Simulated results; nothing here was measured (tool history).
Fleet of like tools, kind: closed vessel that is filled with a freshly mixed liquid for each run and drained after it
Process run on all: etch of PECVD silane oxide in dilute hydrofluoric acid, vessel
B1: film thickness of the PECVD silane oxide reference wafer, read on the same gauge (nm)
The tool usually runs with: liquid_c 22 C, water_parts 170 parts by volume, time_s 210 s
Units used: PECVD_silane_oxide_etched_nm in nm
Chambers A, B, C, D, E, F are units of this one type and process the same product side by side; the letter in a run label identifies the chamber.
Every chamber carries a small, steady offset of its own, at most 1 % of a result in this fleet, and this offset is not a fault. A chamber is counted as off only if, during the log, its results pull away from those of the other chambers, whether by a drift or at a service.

run 1F day=0.438 | liquid_c=22 water_parts=170 time_s=210 | B1=140.01 | PECVD_silane_oxide_etched_nm=41.915
-- day=0.592 chamber A: hydrofluoric acid flow meter replaced
run 2D day=0.825 | liquid_c=22 water_parts=170 time_s=210 | B1=140.03 | PECVD_silane_oxide_etched_nm=41.514
run 3C day=1.096 | liquid_c=22 water_parts=170 time_s=210 | B1=140 | PECVD_silane_oxide_etched_nm=41.897
run 4B day=1.446 | liquid_c=22 water_parts=170 time_s=210 | B1=139.97 | PECVD_silane_oxide_etched_nm=41.298
run 5A day=1.933 | liquid_c=22 water_parts=170 time_s=210 | B1=140.01 | PECVD_silane_oxide_etched_nm=41.126
run 6E day=2.35 | liquid_c=22 water_parts=205 time_s=115 | B1=140.01 | PECVD_silane_oxide_etched_nm=18.277
run 7D day=2.679 | liquid_c=22 water_parts=205 time_s=115 | B1=139.96 | PECVD_silane_oxide_etched_nm=18.193
run 8F day=3.175 | liquid_c=22 water_parts=205 time_s=115 | B1=140.01 | PECVD_silane_oxide_etched_nm=18.187
run 9C day=3.496 | liquid_c=22 water_parts=205 time_s=115 | B1=139.99 | PECVD_silane_oxide_etched_nm=18.443
run 10B day=3.988 | liquid_c=22 water_parts=205 time_s=115 | B1=139.98 | PECVD_silane_oxide_etched_nm=18.05
run 11A day=4.271 | liquid_c=22 water_parts=205 time_s=115 | B1=140.01 | PECVD_silane_oxide_etched_nm=17.991
run 12E day=4.733 | liquid_c=22 water_parts=170 time_s=210 | B1=139.99 | PECVD_silane_oxide_etched_nm=41.459
run 13B day=5.225 | liquid_c=22 water_parts=170 time_s=210 | B1=140.02 | PECVD_silane_oxide_etched_nm=41.373
run 14A day=5.696 | liquid_c=22 water_parts=170 time_s=210 | B1=140.04 | PECVD_silane_oxide_etched_nm=40.967
run 15E day=5.925 | liquid_c=22 water_parts=170 time_s=210 | B1=140.01 | PECVD_silane_oxide_etched_nm=41.467
run 16F day=6.242 | liquid_c=22 water_parts=170 time_s=210 | B1=139.97 | PECVD_silane_oxide_etched_nm=41.507
run 17C day=6.512 | liquid_c=22 water_parts=170 time_s=210 | B1=139.98 | PECVD_silane_oxide_etched_nm=41.924
run 18D day=6.854 | liquid_c=22 water_parts=170 time_s=210 | B1=139.97 | PECVD_silane_oxide_etched_nm=41.172
run 19C day=7.146 | liquid_c=22 water_parts=170 time_s=210 | B1=140 | PECVD_silane_oxide_etched_nm=41.839
run 20E day=7.512 | liquid_c=22 water_parts=170 time_s=210 | B1=140.02 | PECVD_silane_oxide_etched_nm=41.599
run 21F day=7.812 | liquid_c=26.5 water_parts=115 time_s=210 | B1=139.98 | PECVD_silane_oxide_etched_nm=78.295
run 22D day=8.238 | liquid_c=26.5 water_parts=115 time_s=210 | B1=140.03 | PECVD_silane_oxide_etched_nm=76.569
-- day=8.258 chamber D: hydrofluoric acid flow meter replaced
run 23B day=8.571 | liquid_c=26.5 water_parts=115 time_s=210 | B1=140 | PECVD_silane_oxide_etched_nm=78.335
run 24A day=8.821 | liquid_c=26.5 water_parts=115 time_s=210 | B1=140.03 | PECVD_silane_oxide_etched_nm=77.005
-- day=8.888 chamber F: thermometer replaced
run 25B day=9.154 | liquid_c=26.5 water_parts=115 time_s=210 | B1=139.99 | PECVD_silane_oxide_etched_nm=78.208
run 26F day=9.392 | liquid_c=26.5 water_parts=115 time_s=210 | B1=140.01 | PECVD_silane_oxide_etched_nm=78.633
run 27C day=9.633 | liquid_c=22 water_parts=170 time_s=210 | B1=140.02 | PECVD_silane_oxide_etched_nm=41.787
run 28A day=10.112 | liquid_c=22 water_parts=170 time_s=210 | B1=140.02 | PECVD_silane_oxide_etched_nm=41.102
run 29E day=10.417 | liquid_c=22 water_parts=170 time_s=210 | B1=140.04 | PECVD_silane_oxide_etched_nm=41.571
run 30D day=10.792 | liquid_c=22 water_parts=170 time_s=210 | B1=139.99 | PECVD_silane_oxide_etched_nm=40.766
run 31D day=11.246 | liquid_c=22 water_parts=170 time_s=210 | B1=140.03 | PECVD_silane_oxide_etched_nm=40.681
run 32E day=11.488 | liquid_c=22 water_parts=170 time_s=210 | B1=140 | PECVD_silane_oxide_etched_nm=41.408
run 33A day=11.988 | liquid_c=22 water_parts=170 time_s=210 | B1=139.98 | PECVD_silane_oxide_etched_nm=40.98
run 34F day=12.479 | liquid_c=22 water_parts=170 time_s=210 | B1=140 | PECVD_silane_oxide_etched_nm=41.723
run 35C day=12.971 | liquid_c=22 water_parts=170 time_s=210 | B1=139.97 | PECVD_silane_oxide_etched_nm=41.601
run 36B day=13.454 | liquid_c=22 water_parts=170 time_s=210 | B1=139.98 | PECVD_silane_oxide_etched_nm=41.392
run 37E day=13.896 | liquid_c=22 water_parts=170 time_s=210 | B1=139.99 | PECVD_silane_oxide_etched_nm=41.689
-- day=14.104 chamber B: thermometer replaced
run 38B day=14.317 | liquid_c=25.5 water_parts=170 time_s=210 | B1=140.04 | PECVD_silane_oxide_etched_nm=47.464
run 39C day=14.629 | liquid_c=25.5 water_parts=170 time_s=210 | B1=140 | PECVD_silane_oxide_etched_nm=47.7
run 40F day=15.088 | liquid_c=25.5 water_parts=170 time_s=210 | B1=140 | PECVD_silane_oxide_etched_nm=47.392
run 41D day=15.392 | liquid_c=25.5 water_parts=170 time_s=210 | B1=140 | PECVD_silane_oxide_etched_nm=46.238

Which is it: a chamber that has drifted or been left off by a service, a gauge drift common to all chambers, or only each chamber's usual small offset? If a chamber is off, name it and its likeliest cause.

Little by little, chamber D moves away from the other chambers.
Most likely cause: liquid colder than its thermometer reads (K) = 0.763.

Which of the 4 candidates below, each the usual settings with something changed and its results left as question marks, puts chamber D back in line with what the other chambers give on the usual settings?
In line here means within this much of the mean the other chambers give on the usual settings: PECVD_silane_oxide_etched_nm 0.5 nm
run 42D-1 day=15.767 | liquid_c=22 water_parts=170 time_s=215 | PECVD_silane_oxide_etched_nm=?
run 42D-2 day=15.767 | liquid_c=22 water_parts=170 time_s=205 | PECVD_silane_oxide_etched_nm=?
run 42D-3 day=15.767 | liquid_c=23.5 water_parts=170 time_s=210 | PECVD_silane_oxide_etched_nm=?
run 42D-4 day=15.767 | liquid_c=22 water_parts=175 time_s=205 | PECVD_silane_oxide_etched_nm=?

What the other chambers average on the usual settings: PECVD_silane_oxide_etched_nm 41.516 nm
run=42D-1 PECVD_silane_oxide_etched_nm=41.428
run=42D-2 PECVD_silane_oxide_etched_nm=39.501
run=42D-3 PECVD_silane_oxide_etched_nm=42.854
run=42D-4 PECVD_silane_oxide_etched_nm=38.178
The right change is 42D-1: it brings the chamber back within the allowed miss of the others.
